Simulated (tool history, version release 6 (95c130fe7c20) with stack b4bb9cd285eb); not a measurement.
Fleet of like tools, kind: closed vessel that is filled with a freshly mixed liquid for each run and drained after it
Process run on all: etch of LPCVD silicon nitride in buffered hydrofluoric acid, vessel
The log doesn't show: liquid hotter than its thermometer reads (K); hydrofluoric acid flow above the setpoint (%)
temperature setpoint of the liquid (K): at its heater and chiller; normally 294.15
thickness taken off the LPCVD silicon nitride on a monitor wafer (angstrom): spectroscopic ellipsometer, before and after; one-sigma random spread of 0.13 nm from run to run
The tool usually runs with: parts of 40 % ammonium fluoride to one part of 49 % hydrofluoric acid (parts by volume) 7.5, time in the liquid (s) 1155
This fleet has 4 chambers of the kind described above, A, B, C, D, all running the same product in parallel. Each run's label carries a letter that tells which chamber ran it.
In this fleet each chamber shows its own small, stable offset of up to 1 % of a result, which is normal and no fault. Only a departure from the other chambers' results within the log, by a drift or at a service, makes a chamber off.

run,hour,temperature setpoint of the liquid (K),parts of 40 % ammonium fluoride to one part of 49 % hydrofluoric acid (parts by volume),time in the liquid (s),hours since the thermometer was replaced,hours since the hydrofluoric acid flow meter was replaced,"read-back film thickness of the LPCVD silicon nitride reference wafer, read on the same gauge (nm)",thickness taken off the LPCVD silicon nitride on a monitor wafer (angstrom)
1D,7.9,294.15,7.5,1155,2189.4,442.0,29.992,203.01
2A,13.6,294.15,7.5,1155,1082.7,130.1,30.010,200.67
3B,22.5,294.15,7.5,1155,108.6,472.3,30.005,201.13
4C,29.8,294.15,7.5,1155,858.0,1150.5,30.006,203.83
5D,38.2,294.15,7.5,1155,2219.7,472.3,30.010,201.72
6A,46.3,294.15,7.5,1155,1115.4,162.8,30.024,201.51
7B,53.8,294.15,7.5,1640,139.9,503.6,30.007,284.07
8C,61.7,294.15,7.5,1640,889.9,1182.4,30.012,288.47
9C,69.4,294.15,7.5,1640,897.6,1190.1,29.990,284.36
10A,75.8,294.15,7.5,1640,1144.9,192.3,30.010,288.40
11B,81.3,294.15,7.5,1155,167.4,531.1,29.985,201.69
# hour 89.0: chamber C: hydrofluoric acid flow meter replaced
12D,89.9,294.15,7.5,1155,2271.4,524.0,29.988,201.03
13C,98.2,294.15,7.5,1155,926.4,9.3,29.995,201.78
14D,106.5,294.15,7.5,1155,2288.0,540.6,30.008,203.18
15A,113.6,294.15,7.5,1155,1182.7,230.1,29.997,208.04
16B,121.3,294.15,7.5,1155,207.4,571.1,30.002,201.70
17A,130.2,294.15,7.5,1155,1199.3,246.7,30.013,206.81
18B,137.5,290.65,8.5,1155,223.6,587.3,29.987,144.52
19D,143.1,290.65,8.5,1155,2324.6,577.2,30.003,145.58
20C,147.5,290.65,8.5,1155,975.7,58.6,29.982,146.34
21B,155.7,290.65,8.5,1155,241.8,605.5,30.009,145.01
22C,161.6,299.15,7.5,1675,989.8,72.7,29.989,380.35
23A,170.5,299.15,7.5,1675,1239.6,287.0,29.996,397.96
24D,177.5,299.15,7.5,1675,2359.0,611.6,29.982,386.22
25C,183.1,299.15,7.5,1675,1011.3,94.2,29.993,383.38

Is one chamber off against the others, does the gauge drift, or is nothing wrong? If a chamber is off, say which, and what the likeliest cause is.

One chamber, A, drifts off from the rest bit by bit.
What lies behind it: liquid hotter than its thermometer reads (K) = 0.918.
From this log alone, it may not be told apart from: hydrofluoric acid flow above the setpoint (%).

Here are 4 candidates for chamber A's next run, each the usual settings with a change, their results left as question marks. Which one brings its results back in line with what the others give on the usual settings?
In line here means within this much of the mean the other chambers give on the usual settings: thickness taken off the LPCVD silicon nitride on a monitor wafer (angstrom) 4.70
26A-1,189.7,295.65,7.5,1155,,,,?
26A-2,189.7,294.15,7.5,1110,,,,?
26A-3,189.7,294.15,7.5,1200,,,,?
26A-4,189.7,293.65,8.0,1155,,,,?

The mean the other chambers reach with the usual settings: thickness taken off the LPCVD silicon nitride on a monitor wafer (angstrom) 201.86
run,thickness taken off the LPCVD silicon nitride on a monitor wafer (angstrom)
26A-1,229.81
26A-2,203.38
26A-3,219.87
26A-4,192.05
26A-2 brings the chamber back in line.
